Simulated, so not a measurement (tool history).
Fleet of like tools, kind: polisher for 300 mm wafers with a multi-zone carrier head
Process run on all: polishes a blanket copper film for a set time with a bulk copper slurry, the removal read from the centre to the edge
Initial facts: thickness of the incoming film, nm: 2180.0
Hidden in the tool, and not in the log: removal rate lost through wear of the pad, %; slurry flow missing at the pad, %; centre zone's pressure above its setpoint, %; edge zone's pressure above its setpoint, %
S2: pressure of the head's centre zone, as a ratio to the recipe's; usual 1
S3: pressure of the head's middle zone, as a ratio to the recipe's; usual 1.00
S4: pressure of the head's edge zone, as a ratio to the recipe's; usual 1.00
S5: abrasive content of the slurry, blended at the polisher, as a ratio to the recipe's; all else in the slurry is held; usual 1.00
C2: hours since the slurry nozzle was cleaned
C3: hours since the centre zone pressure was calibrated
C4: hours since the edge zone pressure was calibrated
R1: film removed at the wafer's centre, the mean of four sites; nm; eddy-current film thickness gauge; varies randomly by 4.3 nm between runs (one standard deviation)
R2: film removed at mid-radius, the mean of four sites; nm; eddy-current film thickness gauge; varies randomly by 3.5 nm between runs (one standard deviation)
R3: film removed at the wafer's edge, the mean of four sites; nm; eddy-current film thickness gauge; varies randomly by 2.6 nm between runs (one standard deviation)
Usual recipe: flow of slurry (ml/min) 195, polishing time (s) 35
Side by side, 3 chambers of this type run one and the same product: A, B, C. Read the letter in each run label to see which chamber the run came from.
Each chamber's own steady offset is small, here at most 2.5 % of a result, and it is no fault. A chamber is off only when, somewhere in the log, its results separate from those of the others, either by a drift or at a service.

{"run": "1C", "day": 0.192, "flow of slurry (ml/min)": 195, "S2": 1, "S3": 1.0, "S4": 1.0, "S5": 1.0, "polishing time (s)": 35, "wafers polished on this pad": 738, "C2": 393.1, "C3": 975.5, "C4": 105.3, "R1": 375.12, "R2": 372.48, "R3": 369.05}
{"day": 0.454, "done": "chamber A: edge zone pressure recalibrated"}
{"run": "2B", "day": 0.533, "flow of slurry (ml/min)": 195, "S2": 1, "S3": 1.0, "S4": 1.0, "S5": 1.0, "polishing time (s)": 35, "wafers polished on this pad": 235, "C2": 85.2, "C3": 202.5, "C4": 1154.5, "R1": 366.48, "R2": 363.57, "R3": 368.5}
{"run": "3A", "day": 0.771, "flow of slurry (ml/min)": 195, "S2": 1, "S3": 1.0, "S4": 1.0, "S5": 1.0, "polishing time (s)": 35, "wafers polished on this pad": 153, "C2": 125.5, "C3": 116.5, "C4": 7.6, "R1": 361.76, "R2": 368.34, "R3": 361.91}
{"run": "4B", "day": 1.129, "flow of slurry (ml/min)": 195, "S2": 1, "S3": 1.0, "S4": 1.0, "S5": 1.0, "polishing time (s)": 35, "wafers polished on this pad": 335, "C2": 99.5, "C3": 216.8, "C4": 1168.8, "R1": 375.61, "R2": 359.15, "R3": 367.23}
{"run": "5A", "day": 1.304, "flow of slurry (ml/min)": 195, "S2": 1, "S3": 1.0, "S4": 1.0, "S5": 1.0, "polishing time (s)": 35, "wafers polished on this pad": 242, "C2": 138.3, "C3": 129.3, "C4": 20.4, "R1": 365.59, "R2": 371.25, "R3": 368.3}
{"day": 1.538, "done": "chamber C: worn pad replaced by a new one"}
{"run": "6C", "day": 1.65, "flow of slurry (ml/min)": 195, "S2": 1, "S3": 1.0, "S4": 1.0, "S5": 1.0, "polishing time (s)": 35, "wafers polished on this pad": 19, "C2": 428.1, "C3": 1010.5, "C4": 140.3, "R1": 369.6, "R2": 376.01, "R3": 369.03}
{"run": "7A", "day": 1.808, "flow of slurry (ml/min)": 195, "S2": 1, "S3": 1.0, "S4": 1.0, "S5": 1.0, "polishing time (s)": 35, "wafers polished on this pad": 327, "C2": 150.4, "C3": 141.4, "C4": 32.5, "R1": 364.5, "R2": 374.09, "R3": 362.65}
{"run": "8C", "day": 2.146, "flow of slurry (ml/min)": 195, "S2": 1, "S3": 1.0, "S4": 1.0, "S5": 1.0, "polishing time (s)": 35, "wafers polished on this pad": 102, "C2": 440.0, "C3": 1022.4, "C4": 152.2, "R1": 369.79, "R2": 374.58, "R3": 365.13}
{"run": "9B", "day": 2.308, "flow of slurry (ml/min)": 195, "S2": 1, "S3": 1.0, "S4": 1.0, "S5": 1.25, "polishing time (s)": 24, "wafers polished on this pad": 532, "C2": 127.8, "C3": 245.1, "C4": 1197.1, "R1": 262.59, "R2": 259.31, "R3": 262.76}
{"run": "10A", "day": 2.546, "flow of slurry (ml/min)": 195, "S2": 1, "S3": 1.0, "S4": 1.0, "S5": 1.25, "polishing time (s)": 24, "wafers polished on this pad": 451, "C2": 168.1, "C3": 159.1, "C4": 50.2, "R1": 268.07, "R2": 268.97, "R3": 266.17}
{"run": "11C", "day": 2.729, "flow of slurry (ml/min)": 195, "S2": 1, "S3": 1.0, "S4": 1.0, "S5": 1.25, "polishing time (s)": 24, "wafers polished on this pad": 200, "C2": 454.0, "C3": 1036.4, "C4": 166.2, "R1": 268.24, "R2": 267.0, "R3": 266.01}
{"day": 2.8, "done": "chamber C: slurry nozzle cleaned"}
{"run": "12B", "day": 3.079, "flow of slurry (ml/min)": 195, "S2": 1, "S3": 1.0, "S4": 1.0, "S5": 1.0, "polishing time (s)": 35, "wafers polished on this pad": 662, "C2": 146.3, "C3": 263.6, "C4": 1215.6, "R1": 372.68, "R2": 356.36, "R3": 362.49}
{"day": 3.275, "done": "chamber C: centre zone pressure recalibrated"}
{"run": "13B", "day": 3.3, "flow of slurry (ml/min)": 195, "S2": 1, "S3": 0.96, "S4": 1.0, "S5": 1.0, "polishing time (s)": 35, "wafers polished on this pad": 699, "C2": 151.6, "C3": 268.9, "C4": 1220.9, "R1": 361.56, "R2": 348.51, "R3": 364.47}
{"run": "14C", "day": 3.65, "flow of slurry (ml/min)": 195, "S2": 1, "S3": 0.96, "S4": 1.0, "S5": 1.0, "polishing time (s)": 35, "wafers polished on this pad": 354, "C2": 20.4, "C3": 9.0, "C4": 188.3, "R1": 401.41, "R2": 350.45, "R3": 367.82}
{"run": "15A", "day": 3.921, "flow of slurry (ml/min)": 195, "S2": 1, "S3": 0.96, "S4": 1.0, "S5": 1.0, "polishing time (s)": 35, "wafers polished on this pad": 681, "C2": 201.1, "C3": 192.1, "C4": 83.2, "R1": 363.93, "R2": 356.86, "R3": 365.52}
{"run": "16B", "day": 4.258, "flow of slurry (ml/min)": 195, "S2": 1, "S3": 1.0, "S4": 1.0, "S5": 1.0, "polishing time (s)": 35, "wafers polished on this pad": 859, "C2": 174.6, "C3": 291.9, "C4": 1243.9, "R1": 365.52, "R2": 364.62, "R3": 366.59}
{"run": "17C", "day": 4.625, "flow of slurry (ml/min)": 195, "S2": 1, "S3": 1.0, "S4": 1.0, "S5": 1.0, "polishing time (s)": 35, "wafers polished on this pad": 518, "C2": 43.8, "C3": 32.4, "C4": 211.7, "R1": 410.84, "R2": 365.65, "R3": 369.98}
{"run": "18A", "day": 4.821, "flow of slurry (ml/min)": 195, "S2": 1, "S3": 1.0, "S4": 1.0, "S5": 1.0, "polishing time (s)": 35, "wafers polished on this pad": 832, "C2": 222.7, "C3": 213.7, "C4": 104.8, "R1": 364.92, "R2": 370.59, "R3": 367.28}
{"run": "19B", "day": 4.992, "flow of slurry (ml/min)": 195, "S2": 1, "S3": 1.0, "S4": 1.0, "S5": 1.0, "polishing time (s)": 35, "wafers polished on this pad": 982, "C2": 192.2, "C3": 309.5, "C4": 1261.5, "R1": 363.82, "R2": 357.82, "R3": 363.17}
{"run": "20A", "day": 5.3, "flow of slurry (ml/min)": 195, "S2": 1, "S3": 1.0, "S4": 1.0, "S5": 1.0, "polishing time (s)": 35, "wafers polished on this pad": 913, "C2": 234.2, "C3": 225.2, "C4": 116.3, "R1": 361.28, "R2": 372.29, "R3": 365.47}
{"run": "21C", "day": 5.492, "flow of slurry (ml/min)": 195, "S2": 1, "S3": 1.0, "S4": 1.0, "S5": 1.0, "polishing time (s)": 35, "wafers polished on this pad": 663, "C2": 64.6, "C3": 53.2, "C4": 232.5, "R1": 405.29, "R2": 371.38, "R3": 367.18}

All 3 chambers run these settings next. Forecast each chamber's results:
{"run": "22A", "day": 5.754, "flow of slurry (ml/min)": 195, "S2": 1, "S3": 1.0, "S4": 1.07, "S5": 1.0, "polishing time (s)": 35, "R1": "?", "R2": "?", "R3": "?"}
{"run": "22B", "day": 5.754, "flow of slurry (ml/min)": 195, "S2": 1, "S3": 1.0, "S4": 1.07, "S5": 1.0, "polishing time (s)": 35, "R1": "?", "R2": "?", "R3": "?"}
{"run": "22C", "day": 5.754, "flow of slurry (ml/min)": 195, "S2": 1, "S3": 1.0, "S4": 1.07, "S5": 1.0, "polishing time (s)": 35, "R1": "?", "R2": "?", "R3": "?"}

run=22A R1=364.70 R2=364.46 R3=374.84
run=22B R1=366.60 R2=352.96 R3=374.08
run=22C R1=398.61 R2=367.95 R3=382.20
